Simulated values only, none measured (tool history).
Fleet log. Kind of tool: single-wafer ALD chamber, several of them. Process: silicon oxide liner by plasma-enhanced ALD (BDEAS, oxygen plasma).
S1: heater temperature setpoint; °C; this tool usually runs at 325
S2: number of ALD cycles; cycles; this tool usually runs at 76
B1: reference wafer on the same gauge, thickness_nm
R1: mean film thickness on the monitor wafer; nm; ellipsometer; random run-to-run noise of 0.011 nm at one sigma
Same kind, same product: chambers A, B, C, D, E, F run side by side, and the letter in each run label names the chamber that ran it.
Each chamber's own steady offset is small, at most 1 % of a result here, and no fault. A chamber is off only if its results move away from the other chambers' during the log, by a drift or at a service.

run 1A hour=9 | S1=325 S2=76 | B1=7.1877 | R1=6.8378
run 2E hour=21 | S1=325 S2=76 | B1=7.1921 | R1=6.8413
run 3D hour=32.7 | S1=325 S2=76 | B1=7.1914 | R1=6.8177
run 4F hour=39.2 | S1=325 S2=76 | B1=7.1941 | R1=6.8674
run 5C hour=45.8 | S1=325 S2=76 | B1=7.1953 | R1=6.8442
run 6B hour=54.9 | S1=325 S2=76 | B1=7.1957 | R1=6.8278
run 7F hour=68 | S1=325 S2=76 | B1=7.1963 | R1=6.8766
run 8C hour=79.1 | S1=325 S2=76 | B1=7.1964 | R1=6.8698
run 9D hour=86.4 | S1=325 S2=76 | B1=7.2009 | R1=6.8138
run 10B hour=93.6 | S1=325 S2=76 | B1=7.1999 | R1=6.8273
run 11A hour=108.2 | S1=325 S2=76 | B1=7.201 | R1=6.8419
run 12E hour=120.1 | S1=325 S2=76 | B1=7.2039 | R1=6.8435
run 13E hour=127.3 | S1=325 S2=76 | B1=7.2019 | R1=6.85
run 14D hour=137.1 | S1=325 S2=76 | B1=7.2035 | R1=6.8506
run 15F hour=144.1 | S1=325 S2=76 | B1=7.2064 | R1=6.8833
run 16C hour=150.6 | S1=336 S2=85 | B1=7.2065 | R1=7.5427
run 17A hour=158.8 | S1=336 S2=85 | B1=7.2056 | R1=7.5088
run 18B hour=171 | S1=336 S2=85 | B1=7.2106 | R1=7.5433
run 19D hour=178.5 | S1=336 S2=85 | B1=7.2104 | R1=7.5003
run 20F hour=193 | S1=336 S2=85 | B1=7.2089 | R1=7.5862
run 21E hour=207.2 | S1=336 S2=85 | B1=7.2115 | R1=7.5413
run 22A hour=216.5 | S1=325 S2=76 | B1=7.2149 | R1=6.8756
run 23B hour=227.9 | S1=325 S2=76 | B1=7.2154 | R1=6.8433
run 24C hour=237.4 | S1=325 S2=76 | B1=7.2191 | R1=6.8619
run 25C hour=248.1 | S1=325 S2=76 | B1=7.2173 | R1=6.8708
run 26F hour=257.5 | S1=325 S2=76 | B1=7.2161 | R1=6.9119
run 27B hour=264 | S1=313 S2=83 | B1=7.2198 | R1=7.6165
run 28D hour=276.8 | S1=313 S2=83 | B1=7.2189 | R1=7.5957
-- hour=283.8 chamber F: thermocouple changed; heater temperature recalibrated
run 29A hour=288.4 | S1=313 S2=83 | B1=7.2208 | R1=7.5973
run 30E hour=301.3 | S1=313 S2=83 | B1=7.2238 | R1=7.6372
run 31B hour=310.8 | S1=313 S2=83 | B1=7.2241 | R1=7.6422
run 32D hour=320.7 | S1=313 S2=83 | B1=7.2229 | R1=7.5967
run 33C hour=335.7 | S1=325 S2=76 | B1=7.2231 | R1=6.8561
run 34A hour=342.2 | S1=325 S2=76 | B1=7.2286 | R1=6.8529
run 35F hour=354.6 | S1=325 S2=76 | B1=7.2279 | R1=6.9058
-- hour=363.4 chamber D: thermocouple changed; heater temperature recalibrated
run 36E hour=367.6 | S1=325 S2=76 | B1=7.2276 | R1=6.8671
run 37A hour=375.7 | S1=325 S2=76 | B1=7.2309 | R1=6.8678
run 38D hour=385.3 | S1=325 S2=76 | B1=7.2302 | R1=6.8503
run 39F hour=394.8 | S1=325 S2=76 | B1=7.2327 | R1=6.8949
run 40C hour=408.4 | S1=325 S2=76 | B1=7.2351 | R1=6.8646

Which is it: a chamber that has drifted or been left off by a service, a gauge drift common to all chambers, or only each chamber's usual small offset? If a chamber is off, name it and its likeliest cause.

It is the gauge, not a chamber: its drift shows up in every chamber's results at once, and no chamber is off.
Most likely cause: gauge reads high (%) = 0.64.
